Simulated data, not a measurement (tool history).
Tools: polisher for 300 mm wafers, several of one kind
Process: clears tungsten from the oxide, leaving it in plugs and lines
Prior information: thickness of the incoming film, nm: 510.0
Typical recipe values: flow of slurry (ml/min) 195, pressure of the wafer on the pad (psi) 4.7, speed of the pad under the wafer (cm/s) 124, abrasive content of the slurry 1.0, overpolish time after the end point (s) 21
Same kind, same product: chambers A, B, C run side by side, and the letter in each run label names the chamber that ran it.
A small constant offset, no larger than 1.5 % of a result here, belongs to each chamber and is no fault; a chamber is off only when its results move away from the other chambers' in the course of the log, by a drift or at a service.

run	hour	flow of slurry (ml/min)	pressure of the wafer on the pad (psi)	speed of the pad under the wafer (cm/s)	abrasive content of the slurry	overpolish time after the end point (s)	wafers polished on this pad	hours since the slurry nozzle was cleaned	hours since the head pressure was calibrated	hours since the slurry blender was calibrated	hours since the slurry got fresh peroxide	time until the end point was called (s)
1B	5.0	195	4.7	124	1.0	21	1048	134.6	1139.4	173.2	68.4	65.124
# hour 7.2: chamber C: slurry tank refilled with fresh slurry and peroxide
2A	10.9	195	4.7	124	1.0	21	1023	229.2	657.5	119.6	44.1	65.828
3C	16.2	195	4.7	124	1.0	21	997	213.6	304.2	136.8	9.1	66.245
# hour 16.8: chamber C: worn pad replaced by a new one
4A	22.3	195	4.7	124	1.0	21	1122	240.6	668.9	131.0	55.5	64.598
5C	25.0	195	4.7	124	1.0	21	72	222.4	313.0	145.6	17.9	67.008
6B	31.0	235	4.7	124	0.9	21	1276	160.6	1165.4	199.2	94.4	64.491
7B	35.5	235	4.7	124	0.9	21	1315	165.1	1169.9	203.7	98.9	66.688
8C	39.9	235	4.7	124	0.9	21	202	237.3	327.9	160.5	32.8	66.922
9A	45.9	195	4.7	124	1.0	21	1329	264.2	692.5	154.6	79.1	65.729
# hour 46.7: chamber A: worn pad replaced by a new one
# hour 51.1: chamber C: slurry tank refilled with fresh slurry and peroxide
10C	51.4	195	4.7	124	1.0	21	303	248.8	339.4	172.0	0.3	65.800
11A	56.0	220	4.7	88	1.0	21	81	274.3	702.6	164.7	89.2	91.190
# hour 56.3: chamber C: head pressure recalibrated
# hour 60.7: chamber B: worn pad replaced by a new one
12B	62.1	220	4.7	88	1.0	21	13	191.7	1196.5	230.3	125.5	90.955
13C	68.2	220	4.7	88	1.0	21	450	265.6	11.9	188.8	17.1	91.289
14B	72.8	195	4.7	124	1.0	21	106	202.4	1207.2	241.0	136.2	66.039
15A	75.9	195	4.7	124	1.0	21	256	294.2	722.5	184.6	109.1	64.391
16C	79.2	195	4.7	124	1.0	21	546	276.6	22.9	199.8	28.1	66.233
# hour 82.7: chamber B: slurry nozzle cleaned
17B	84.4	195	4.7	124	1.0	21	208	1.8	1218.8	252.6	147.8	65.895
# hour 85.3: chamber B: slurry tank refilled with fresh slurry and peroxide
18A	87.8	195	4.7	124	1.0	21	360	306.1	734.4	196.5	121.0	65.536
# hour 88.5: chamber A: slurry tank refilled with fresh slurry and peroxide
19B	91.4	195	4.7	124	1.0	21	269	8.8	1225.8	259.6	6.1	65.186
20A	94.1	195	4.7	124	0.9	14	415	312.4	740.7	202.8	5.6	67.004
# hour 94.5: chamber A: slurry nozzle cleaned
# hour 98.5: chamber C: slurry tank refilled with fresh slurry and peroxide
21C	98.5	195	4.7	124	0.9	14	715	295.9	42.2	219.1	0.1	69.102
22A	102.9	195	4.7	124	0.9	14	492	8.4	749.5	211.6	14.4	66.165
# hour 104.7: chamber A: head pressure recalibrated
23B	108.5	195	4.7	124	1.0	21	419	25.9	1242.9	276.7	23.2	65.649
24C	111.3	195	4.7	124	1.0	21	827	308.7	55.0	231.9	12.9	66.307
25A	115.8	195	4.7	124	1.0	21	605	21.3	11.2	224.5	27.3	65.442
# hour 116.8: chamber B: slurry blender recalibrated
26B	120.8	195	4.7	124	1.0	21	527	38.2	1255.2	4.0	35.5	65.803
27C	125.9	195	4.7	124	1.0	21	955	323.3	69.6	246.5	27.5	66.365
28C	129.0	140	4.7	88	1.0	21	982	326.4	72.7	249.6	30.6	98.972
29A	132.2	140	4.7	88	1.0	21	749	37.7	27.6	240.9	43.7	97.878
30B	136.1	140	4.7	88	1.0	21	661	53.5	1270.5	19.3	50.8	96.773
# hour 140.9: chamber C: worn pad replaced by a new one
31A	141.2	195	4.7	124	1.0	21	827	46.7	36.6	249.9	52.7	66.159
# hour 145.6: chamber C: slurry tank refilled with fresh slurry and peroxide
32C	146.3	195	4.7	158	1.0	21	47	343.7	90.0	266.9	0.8	52.298
33B	149.6	195	4.7	158	1.0	21	779	67.0	1284.0	32.8	64.3	51.652
# hour 151.7: chamber A: slurry blender recalibrated
34C	154.7	195	4.7	158	1.0	21	121	352.1	98.4	275.3	9.2	51.745
35B	159.9	195	4.7	124	1.0	21	869	77.3	1294.3	43.1	74.6	65.723
36A	165.1	240	4.7	124	1.0	29	1037	70.6	60.5	13.5	76.6	63.543
37A	169.1	240	4.7	124	1.0	29	1072	74.6	64.5	17.5	80.6	63.888
38B	172.1	240	4.7	124	1.0	29	976	89.5	1306.5	55.3	86.8	63.812
39C	175.0	195	4.7	124	1.0	21	299	372.4	118.7	295.6	29.5	66.241

Each of the 3 chambers runs these same settings next. Fill in every chamber's results:
40A	179.4	195	4.7	124	1.0	21						?
40B	179.4	195	4.7	124	1.0	21						?
40C	179.4	195	4.7	124	1.0	21						?

run	time until the end point was called (s)
40A	65.832
40B	66.499
40C	65.432
